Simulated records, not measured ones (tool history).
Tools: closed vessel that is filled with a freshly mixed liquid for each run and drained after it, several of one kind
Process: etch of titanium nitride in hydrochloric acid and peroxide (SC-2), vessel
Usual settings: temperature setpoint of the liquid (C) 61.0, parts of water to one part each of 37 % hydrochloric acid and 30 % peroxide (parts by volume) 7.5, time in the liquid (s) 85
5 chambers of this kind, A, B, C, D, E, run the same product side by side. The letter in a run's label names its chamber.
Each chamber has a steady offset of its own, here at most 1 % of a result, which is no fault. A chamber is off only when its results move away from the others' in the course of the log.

| run | hour | temperature setpoint of the liquid (C) | parts of water to one part each of 37 % hydrochloric acid and 30 % peroxide (parts by volume) | time in the liquid (s) | read-back film thickness of the titanium nitride reference wafer, read on the same gauge (nm) | thickness taken off the titanium nitride on a monitor wafer (nm) |
|---|---|---|---|---|---|---|
| 1B | 5.4 | 61.0 | 7.5 | 85 | 99.994 | 8.3329 |
| 2A | 12.1 | 61.0 | 7.5 | 85 | 99.981 | 8.5253 |
| 3E | 18.8 | 61.0 | 7.5 | 85 | 99.991 | 8.4315 |
| 4C | 26.1 | 61.0 | 7.5 | 85 | 100.030 | 8.4343 |
| 5D | 31.3 | 61.0 | 7.5 | 85 | 99.995 | 8.5845 |
| 6D | 36.4 | 61.0 | 7.5 | 85 | 100.010 | 8.4436 |
| 7A | 44.2 | 61.0 | 7.5 | 85 | 99.977 | 8.3886 |
| 8E | 53.0 | 61.0 | 7.5 | 85 | 99.989 | 8.3092 |
| 9C | 62.2 | 61.0 | 7.5 | 85 | 100.030 | 8.3681 |
| 10B | 72.4 | 61.0 | 7.5 | 85 | 100.010 | 8.5812 |
| 11B | 81.3 | 61.0 | 7.5 | 85 | 99.991 | 8.4046 |
| 12D | 91.4 | 61.0 | 7.5 | 85 | 100.000 | 8.5665 |
| 13A | 100.1 | 61.0 | 7.5 | 85 | 100.000 | 8.4470 |
| 14C | 109.1 | 61.0 | 7.5 | 85 | 100.000 | 8.2773 |
| 15E | 116.0 | 61.0 | 7.5 | 85 | 100.000 | 8.5323 |
| 16D | 126.5 | 61.0 | 7.5 | 85 | 100.010 | 8.4825 |
| 17E | 134.8 | 61.0 | 7.5 | 85 | 99.998 | 8.5250 |
|  | 139.2 | chamber E: chemicals flow meter replaced |
|  | 144.1 | chamber A: chemicals flow meter replaced |
| 18A | 144.4 | 61.0 | 7.5 | 85 | 100.000 | 8.3325 |
| 19B | 154.8 | 61.0 | 7.5 | 85 | 100.000 | 8.4020 |
| 20C | 163.2 | 61.0 | 7.5 | 85 | 100.010 | 8.5062 |
|  | 168.5 | chamber C: chemicals flow meter replaced |
| 21B | 173.4 | 61.0 | 7.5 | 85 | 100.010 | 8.4331 |
| 22D | 183.5 | 61.0 | 7.5 | 85 | 100.010 | 8.4602 |
| 23C | 190.6 | 61.0 | 7.5 | 85 | 99.989 | 8.3482 |
| 24A | 197.1 | 61.0 | 7.5 | 85 | 100.010 | 8.1628 |
| 25E | 204.1 | 61.0 | 7.5 | 85 | 99.988 | 8.5759 |
| 26D | 213.8 | 61.0 | 7.5 | 85 | 100.000 | 8.5109 |
| 27E | 222.2 | 61.0 | 7.5 | 85 | 100.010 | 8.3897 |
| 28B | 228.6 | 61.0 | 7.5 | 85 | 100.020 | 8.5593 |
| 29C | 238.3 | 61.0 | 7.5 | 85 | 99.987 | 8.4417 |
| 30A | 247.3 | 54.5 | 4.5 | 85 | 99.993 | 7.9154 |
|  | 251.6 | chamber B: thermometer replaced |
| 31C | 255.2 | 54.5 | 4.5 | 85 | 99.978 | 8.0597 |
| 32A | 260.7 | 54.5 | 4.5 | 85 | 100.020 | 7.7852 |
| 33E | 266.3 | 54.5 | 4.5 | 85 | 100.010 | 8.2199 |
| 34D | 275.0 | 54.5 | 4.5 | 85 | 99.986 | 8.2770 |
| 35B | 284.3 | 61.0 | 7.5 | 85 | 100.010 | 8.5260 |
| 36E | 289.9 | 61.0 | 7.5 | 85 | 99.978 | 8.4440 |

Next, every chamber runs the same settings. What will each give?
| 37A | 297.5 | 61.0 | 7.5 | 85 |  | ? |
| 37B | 297.5 | 61.0 | 7.5 | 85 |  | ? |
| 37C | 297.5 | 61.0 | 7.5 | 85 |  | ? |
| 37D | 297.5 | 61.0 | 7.5 | 85 |  | ? |
| 37E | 297.5 | 61.0 | 7.5 | 85 |  | ? |

| run | thickness taken off the titanium nitride on a monitor wafer (nm) |
|---|---|
| 37A | 7.8197 |
| 37B | 8.3820 |
| 37C | 8.3877 |
| 37D | 8.4963 |
| 37E | 8.4623 |
